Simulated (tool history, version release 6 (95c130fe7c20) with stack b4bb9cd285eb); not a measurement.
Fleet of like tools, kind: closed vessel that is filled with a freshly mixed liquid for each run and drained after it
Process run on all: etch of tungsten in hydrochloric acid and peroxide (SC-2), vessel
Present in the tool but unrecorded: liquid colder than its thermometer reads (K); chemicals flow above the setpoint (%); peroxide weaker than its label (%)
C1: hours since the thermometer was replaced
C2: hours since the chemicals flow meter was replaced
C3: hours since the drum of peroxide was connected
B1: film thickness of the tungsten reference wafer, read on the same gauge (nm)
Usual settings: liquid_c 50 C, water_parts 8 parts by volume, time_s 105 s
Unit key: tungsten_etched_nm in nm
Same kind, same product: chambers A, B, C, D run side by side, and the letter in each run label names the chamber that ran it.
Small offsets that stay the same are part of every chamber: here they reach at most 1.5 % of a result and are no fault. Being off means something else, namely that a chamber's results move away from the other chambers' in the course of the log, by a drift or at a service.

{"run": "1C", "day": 0.396, "liquid_c": 50, "water_parts": 8, "time_s": 105, "C1": 62.2, "C2": 991.6, "C3": 703, "B1": 50.004, "tungsten_etched_nm": 26.335}
{"run": "2A", "day": 0.583, "liquid_c": 50, "water_parts": 8, "time_s": 105, "C1": 295.9, "C2": 36.1, "C3": 150.7, "B1": 50.041, "tungsten_etched_nm": 26.685}
{"run": "3D", "day": 0.854, "liquid_c": 50, "water_parts": 8, "time_s": 105, "C1": 723.5, "C2": 210.8, "C3": 599.3, "B1": 49.98, "tungsten_etched_nm": 26.985}
{"run": "4B", "day": 1.25, "liquid_c": 50, "water_parts": 8, "time_s": 105, "C1": 696.1, "C2": 846.2, "C3": 260.8, "B1": 50.028, "tungsten_etched_nm": 25.977}
{"day": 1.4, "done": "chamber C: new drum of peroxide connected"}
{"run": "5D", "day": 1.583, "liquid_c": 50, "water_parts": 8, "time_s": 105, "C1": 741, "C2": 228.3, "C3": 616.8, "B1": 50.01, "tungsten_etched_nm": 26.937}
{"day": 1.838, "done": "chamber D: thermometer replaced"}
{"run": "6A", "day": 1.838, "liquid_c": 50, "water_parts": 8, "time_s": 105, "C1": 326, "C2": 66.2, "C3": 180.8, "B1": 49.98, "tungsten_etched_nm": 26.333}
{"run": "7B", "day": 2.012, "liquid_c": 50, "water_parts": 8, "time_s": 105, "C1": 714.4, "C2": 864.5, "C3": 279.1, "B1": 50.017, "tungsten_etched_nm": 26.844}
{"run": "8C", "day": 2.362, "liquid_c": 50, "water_parts": 8, "time_s": 105, "C1": 109.4, "C2": 1038.8, "C3": 23.2, "B1": 50.014, "tungsten_etched_nm": 26.113}
{"run": "9D", "day": 2.725, "liquid_c": 50, "water_parts": 8, "time_s": 105, "C1": 21.4, "C2": 255.7, "C3": 644.2, "B1": 49.938, "tungsten_etched_nm": 26.972}
{"run": "10B", "day": 2.933, "liquid_c": 50, "water_parts": 8, "time_s": 105, "C1": 736.5, "C2": 886.6, "C3": 301.2, "B1": 49.982, "tungsten_etched_nm": 26.485}
{"run": "11C", "day": 3.15, "liquid_c": 50, "water_parts": 12, "time_s": 105, "C1": 128.3, "C2": 1057.7, "C3": 42.1, "B1": 49.991, "tungsten_etched_nm": 18.478}
{"run": "12A", "day": 3.425, "liquid_c": 50, "water_parts": 12, "time_s": 105, "C1": 364.1, "C2": 104.3, "C3": 218.9, "B1": 50.009, "tungsten_etched_nm": 19.011}
{"run": "13D", "day": 3.662, "liquid_c": 50, "water_parts": 12, "time_s": 105, "C1": 43.9, "C2": 278.2, "C3": 666.7, "B1": 49.981, "tungsten_etched_nm": 19.302}
{"run": "14A", "day": 4.004, "liquid_c": 50, "water_parts": 12, "time_s": 105, "C1": 378, "C2": 118.2, "C3": 232.8, "B1": 50.02, "tungsten_etched_nm": 18.874}
{"run": "15B", "day": 4.379, "liquid_c": 50, "water_parts": 8, "time_s": 105, "C1": 771.2, "C2": 921.3, "C3": 335.9, "B1": 49.993, "tungsten_etched_nm": 26.194}
{"run": "16C", "day": 4.762, "liquid_c": 53.5, "water_parts": 8, "time_s": 80, "C1": 167, "C2": 1096.4, "C3": 80.8, "B1": 50.015, "tungsten_etched_nm": 25.637}
{"run": "17C", "day": 5.112, "liquid_c": 53.5, "water_parts": 8, "time_s": 80, "C1": 175.4, "C2": 1104.8, "C3": 89.2, "B1": 49.982, "tungsten_etched_nm": 25.094}
{"run": "18B", "day": 5.308, "liquid_c": 53.5, "water_parts": 8, "time_s": 80, "C1": 793.5, "C2": 943.6, "C3": 358.2, "B1": 49.96, "tungsten_etched_nm": 25.731}
{"run": "19D", "day": 5.533, "liquid_c": 53.5, "water_parts": 8, "time_s": 80, "C1": 88.8, "C2": 323.1, "C3": 711.6, "B1": 49.988, "tungsten_etched_nm": 26.012}
{"run": "20A", "day": 5.712, "liquid_c": 50, "water_parts": 8, "time_s": 105, "C1": 419, "C2": 159.2, "C3": 273.8, "B1": 50.003, "tungsten_etched_nm": 26.215}
{"run": "21C", "day": 6.096, "liquid_c": 50, "water_parts": 8, "time_s": 105, "C1": 199, "C2": 1128.4, "C3": 112.8, "B1": 50.006, "tungsten_etched_nm": 26.436}
{"run": "22D", "day": 6.296, "liquid_c": 50, "water_parts": 8, "time_s": 105, "C1": 107.1, "C2": 341.4, "C3": 729.9, "B1": 50.02, "tungsten_etched_nm": 26.806}
{"run": "23A", "day": 6.633, "liquid_c": 50, "water_parts": 8, "time_s": 105, "C1": 441.1, "C2": 181.3, "C3": 295.9, "B1": 49.966, "tungsten_etched_nm": 26.107}
{"day": 6.642, "done": "chamber A: new drum of peroxide connected"}
{"run": "24B", "day": 6.821, "liquid_c": 50, "water_parts": 8, "time_s": 105, "C1": 829.8, "C2": 979.9, "C3": 394.5, "B1": 50.016, "tungsten_etched_nm": 26.135}
{"run": "25D", "day": 7.017, "liquid_c": 50, "water_parts": 8, "time_s": 105, "C1": 124.4, "C2": 358.7, "C3": 747.2, "B1": 50.006, "tungsten_etched_nm": 26.914}
{"run": "26C", "day": 7.204, "liquid_c": 50, "water_parts": 8, "time_s": 105, "C1": 225.6, "C2": 1155, "C3": 139.4, "B1": 50.015, "tungsten_etched_nm": 26.375}
{"run": "27B", "day": 7.471, "liquid_c": 50, "water_parts": 8, "time_s": 105, "C1": 845.4, "C2": 995.5, "C3": 410.1, "B1": 50.005, "tungsten_etched_nm": 26.244}
{"day": 7.592, "done": "chamber B: thermometer replaced"}
{"run": "28A", "day": 7.688, "liquid_c": 50, "water_parts": 8, "time_s": 105, "C1": 466.4, "C2": 206.6, "C3": 25.1, "B1": 49.983, "tungsten_etched_nm": 26.483}
{"run": "29A", "day": 8.062, "liquid_c": 50, "water_parts": 8, "time_s": 105, "C1": 475.4, "C2": 215.6, "C3": 34.1, "B1": 50, "tungsten_etched_nm": 26.057}
{"day": 8.408, "done": "chamber B: new drum of peroxide connected"}
{"run": "30C", "day": 8.429, "liquid_c": 50, "water_parts": 8, "time_s": 105, "C1": 255, "C2": 1184.4, "C3": 168.8, "B1": 49.998, "tungsten_etched_nm": 26.631}
{"run": "31B", "day": 8.683, "liquid_c": 50, "water_parts": 8, "time_s": 105, "C1": 26.3, "C2": 1024.6, "C3": 6.7, "B1": 49.962, "tungsten_etched_nm": 26.045}

Next, every chamber runs the same settings. What will each give?
{"run": "32A", "day": 8.971, "liquid_c": 50, "water_parts": 8, "time_s": 105, "tungsten_etched_nm": "?"}
{"run": "32B", "day": 8.971, "liquid_c": 50, "water_parts": 8, "time_s": 105, "tungsten_etched_nm": "?"}
{"run": "32C", "day": 8.971, "liquid_c": 50, "water_parts": 8, "time_s": 105, "tungsten_etched_nm": "?"}
{"run": "32D", "day": 8.971, "liquid_c": 50, "water_parts": 8, "time_s": 105, "tungsten_etched_nm": "?"}

run=32A tungsten_etched_nm=26.433
run=32B tungsten_etched_nm=26.317
run=32C tungsten_etched_nm=26.319
run=32D tungsten_etched_nm=26.511
